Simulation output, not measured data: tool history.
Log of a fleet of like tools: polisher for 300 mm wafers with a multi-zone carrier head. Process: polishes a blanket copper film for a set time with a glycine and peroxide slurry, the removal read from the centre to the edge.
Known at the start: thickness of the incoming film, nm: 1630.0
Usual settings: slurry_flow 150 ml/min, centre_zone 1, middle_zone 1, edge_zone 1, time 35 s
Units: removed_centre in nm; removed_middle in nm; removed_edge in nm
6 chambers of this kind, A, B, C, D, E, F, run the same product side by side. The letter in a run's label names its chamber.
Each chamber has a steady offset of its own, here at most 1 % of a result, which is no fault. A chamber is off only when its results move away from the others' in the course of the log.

-- hour=2.6 chamber E: edge zone pressure recalibrated
-- hour=8.9 chamber A: worn pad replaced by a new one
run 1C hour=11.8 | slurry_flow=150 centre_zone=1 middle_zone=1 edge_zone=1 time=35 | removed_centre=264.79 removed_middle=270.04 removed_edge=271.42
-- hour=25.6 chamber B: worn pad replaced by a new one
run 2B hour=25.7 | slurry_flow=150 centre_zone=1 middle_zone=1 edge_zone=1 time=35 | removed_centre=274.16 removed_middle=274.43 removed_edge=271.92
-- hour=28.5 chamber C: worn pad replaced by a new one
-- hour=32 chamber A: slurry nozzle cleaned
run 3F hour=38.2 | slurry_flow=150 centre_zone=1 middle_zone=1 edge_zone=1 time=35 | removed_centre=270.65 removed_middle=268.92 removed_edge=274.26
run 4A hour=47.4 | slurry_flow=150 centre_zone=1 middle_zone=1 edge_zone=1 time=35 | removed_centre=273.82 removed_middle=273.76 removed_edge=269.23
run 5D hour=61.5 | slurry_flow=150 centre_zone=1 middle_zone=1 edge_zone=1 time=35 | removed_centre=273.48 removed_middle=275.09 removed_edge=272.08
run 6E hour=75.5 | slurry_flow=150 centre_zone=1 middle_zone=1 edge_zone=1 time=35 | removed_centre=273.35 removed_middle=274.32 removed_edge=271.48
-- hour=75.8 chamber E: worn pad replaced by a new one
-- hour=79.7 chamber F: worn pad replaced by a new one
run 7E hour=83.4 | slurry_flow=150 centre_zone=1 middle_zone=1 edge_zone=1 time=35 | removed_centre=274.05 removed_middle=273.36 removed_edge=269.49
-- hour=92.2 chamber A: worn pad replaced by a new one
run 8F hour=93.2 | slurry_flow=150 centre_zone=1 middle_zone=1 edge_zone=1 time=35 | removed_centre=274.34 removed_middle=271.79 removed_edge=271.86
run 9D hour=101.5 | slurry_flow=150 centre_zone=1 middle_zone=1 edge_zone=1 time=35 | removed_centre=270.96 removed_middle=262.86 removed_edge=271.64
-- hour=103.1 chamber C: worn pad replaced by a new one
-- hour=106.5 chamber B: worn pad replaced by a new one
run 10A hour=110 | slurry_flow=150 centre_zone=1 middle_zone=1 edge_zone=1 time=35 | removed_centre=270.27 removed_middle=276.6 removed_edge=270.74
-- hour=120.9 chamber F: slurry nozzle cleaned
run 11C hour=123.2 | slurry_flow=150 centre_zone=1 middle_zone=1 edge_zone=1 time=35 | removed_centre=271.62 removed_middle=272.16 removed_edge=271.39
run 12B hour=137.4 | slurry_flow=150 centre_zone=1 middle_zone=1 edge_zone=1 time=35 | removed_centre=272.86 removed_middle=266.08 removed_edge=270.74
run 13F hour=149.5 | slurry_flow=150 centre_zone=1 middle_zone=1 edge_zone=1 time=35 | removed_centre=271.3 removed_middle=265.87 removed_edge=270.5
-- hour=149.8 chamber E: slurry nozzle cleaned
run 14C hour=156.7 | slurry_flow=150 centre_zone=1 middle_zone=1 edge_zone=1 time=35 | removed_centre=267.93 removed_middle=271.18 removed_edge=273.08
-- hour=167 chamber A: worn pad replaced by a new one
-- hour=167.5 chamber E: worn pad replaced by a new one
run 15A hour=168.2 | slurry_flow=150 centre_zone=1 middle_zone=1 edge_zone=1 time=35 | removed_centre=274.8 removed_middle=274.41 removed_edge=272.18
-- hour=171.7 chamber F: worn pad replaced by a new one
-- hour=177.2 chamber B: worn pad replaced by a new one
run 16E hour=181.4 | slurry_flow=150 centre_zone=1 middle_zone=1 edge_zone=1 time=35 | removed_centre=274.11 removed_middle=273.62 removed_edge=269.72
run 17D hour=188.3 | slurry_flow=150 centre_zone=1 middle_zone=1 edge_zone=1 time=35 | removed_centre=262.85 removed_middle=268.03 removed_edge=261.72
-- hour=191.5 chamber C: worn pad replaced by a new one
run 18B hour=196.7 | slurry_flow=150 centre_zone=1 middle_zone=1 edge_zone=1 time=35 | removed_centre=273.19 removed_middle=265.33 removed_edge=273.39
run 19E hour=209.3 | slurry_flow=150 centre_zone=1 middle_zone=1 edge_zone=1 time=35 | removed_centre=274.63 removed_middle=271.33 removed_edge=275.1
run 20B hour=216.4 | slurry_flow=150 centre_zone=1 middle_zone=1 edge_zone=1 time=35 | removed_centre=266.37 removed_middle=269.29 removed_edge=271.76
run 21F hour=225.1 | slurry_flow=150 centre_zone=1 middle_zone=1 edge_zone=1 time=25 | removed_centre=191.15 removed_middle=192.76 removed_edge=196.2
run 22D hour=239.4 | slurry_flow=150 centre_zone=1 middle_zone=1 edge_zone=1 time=25 | removed_centre=183.54 removed_middle=185.03 removed_edge=182.88
-- hour=247.4 chamber E: worn pad replaced by a new one
-- hour=252.5 chamber F: worn pad replaced by a new one
run 23A hour=253.5 | slurry_flow=150 centre_zone=1 middle_zone=1 edge_zone=1 time=25 | removed_centre=193.64 removed_middle=196.93 removed_edge=191.32
-- hour=257.7 chamber A: worn pad replaced by a new one
-- hour=265.1 chamber B: worn pad replaced by a new one
run 24C hour=266.1 | slurry_flow=150 centre_zone=1 middle_zone=1 edge_zone=1 time=25 | removed_centre=195.93 removed_middle=194.06 removed_edge=194.85
-- hour=275.1 chamber C: worn pad replaced by a new one
run 25F hour=275.9 | slurry_flow=150 centre_zone=1 middle_zone=1 edge_zone=1 time=25 | removed_centre=196.3 removed_middle=195.56 removed_edge=193.17
run 26B hour=283.3 | slurry_flow=150 centre_zone=1 middle_zone=1 edge_zone=1 time=25 | removed_centre=195.31 removed_middle=190.89 removed_edge=197.68
run 27A hour=297.7 | slurry_flow=150 centre_zone=1 middle_zone=1 edge_zone=1.08 time=45 | removed_centre=352.87 removed_middle=350.85 removed_edge=370.71
run 28D hour=311.2 | slurry_flow=150 centre_zone=1 middle_zone=1 edge_zone=1.08 time=45 | removed_centre=325.64 removed_middle=321.28 removed_edge=337.56
-- hour=321 chamber E: worn pad replaced by a new one
run 29E hour=322.6 | slurry_flow=150 centre_zone=1 middle_zone=1 edge_zone=1.08 time=45 | removed_centre=348.46 removed_middle=346.71 removed_edge=362.73
-- hour=334.9 chamber B: worn pad replaced by a new one
run 30C hour=337.2 | slurry_flow=150 centre_zone=1 middle_zone=1 edge_zone=1.08 time=45 | removed_centre=343.92 removed_middle=352.97 removed_edge=361.65
-- hour=343.7 chamber F: slurry nozzle cleaned
run 31F hour=344.7 | slurry_flow=150 centre_zone=1 middle_zone=1 edge_zone=1.08 time=45 | removed_centre=343.89 removed_middle=352.95 removed_edge=368.47
-- hour=345.1 chamber A: slurry nozzle cleaned
-- hour=350.6 chamber A: worn pad replaced by a new one
-- hour=350.9 chamber F: worn pad replaced by a new one
-- hour=359 chamber F: edge zone pressure recalibrated
run 32B hour=359 | slurry_flow=150 centre_zone=1 middle_zone=1 edge_zone=1.08 time=45 | removed_centre=355.11 removed_middle=351.85 removed_edge=367.3
-- hour=363.3 chamber C: worn pad replaced by a new one
-- hour=369.9 chamber C: slurry nozzle cleaned
run 33D hour=371.1 | slurry_flow=150 centre_zone=1 middle_zone=1 edge_zone=1 time=43 | removed_centre=301.72 removed_middle=299.62 removed_edge=301.99
run 34E hour=382.5 | slurry_flow=150 centre_zone=1 middle_zone=1 edge_zone=1 time=43 | removed_centre=335.99 removed_middle=327.52 removed_edge=329.44
run 35C hour=393.1 | slurry_flow=150 centre_zone=1 middle_zone=1 edge_zone=1 time=43 | removed_centre=329.19 removed_middle=344.89 removed_edge=331.2
run 36A hour=403.4 | slurry_flow=150 centre_zone=1 middle_zone=1 edge_zone=1 time=43 | removed_centre=339.83 removed_middle=334.72 removed_edge=335.97
run 37F hour=410 | slurry_flow=150 centre_zone=1 middle_zone=1 edge_zone=1 time=43 | removed_centre=334.32 removed_middle=336.67 removed_edge=342.2

Next, every chamber runs the same settings. What will each give?
run 38A hour=420.6 | slurry_flow=150 centre_zone=1 middle_zone=1 edge_zone=1 time=35 | removed_centre=? removed_middle=? removed_edge=?
run 38B hour=420.6 | slurry_flow=150 centre_zone=1 middle_zone=1 edge_zone=1 time=35 | removed_centre=? removed_middle=? removed_edge=?
run 38C hour=420.6 | slurry_flow=150 centre_zone=1 middle_zone=1 edge_zone=1 time=35 | removed_centre=? removed_middle=? removed_edge=?
run 38D hour=420.6 | slurry_flow=150 centre_zone=1 middle_zone=1 edge_zone=1 time=35 | removed_centre=? removed_middle=? removed_edge=?
run 38E hour=420.6 | slurry_flow=150 centre_zone=1 middle_zone=1 edge_zone=1 time=35 | removed_centre=? removed_middle=? removed_edge=?
run 38F hour=420.6 | slurry_flow=150 centre_zone=1 middle_zone=1 edge_zone=1 time=35 | removed_centre=? removed_middle=? removed_edge=?

run=38A removed_centre=273.23 removed_middle=273.55 removed_edge=272.15
run=38B removed_centre=271.98 removed_middle=275.81 removed_edge=273.98
run=38C removed_centre=270.15 removed_middle=274.22 removed_edge=274.38
run=38D removed_centre=247.24 removed_middle=241.74 removed_edge=241.72
run=38E removed_centre=275.88 removed_middle=277.76 removed_edge=271.14
run=38F removed_centre=271.26 removed_middle=270.07 removed_edge=273.65
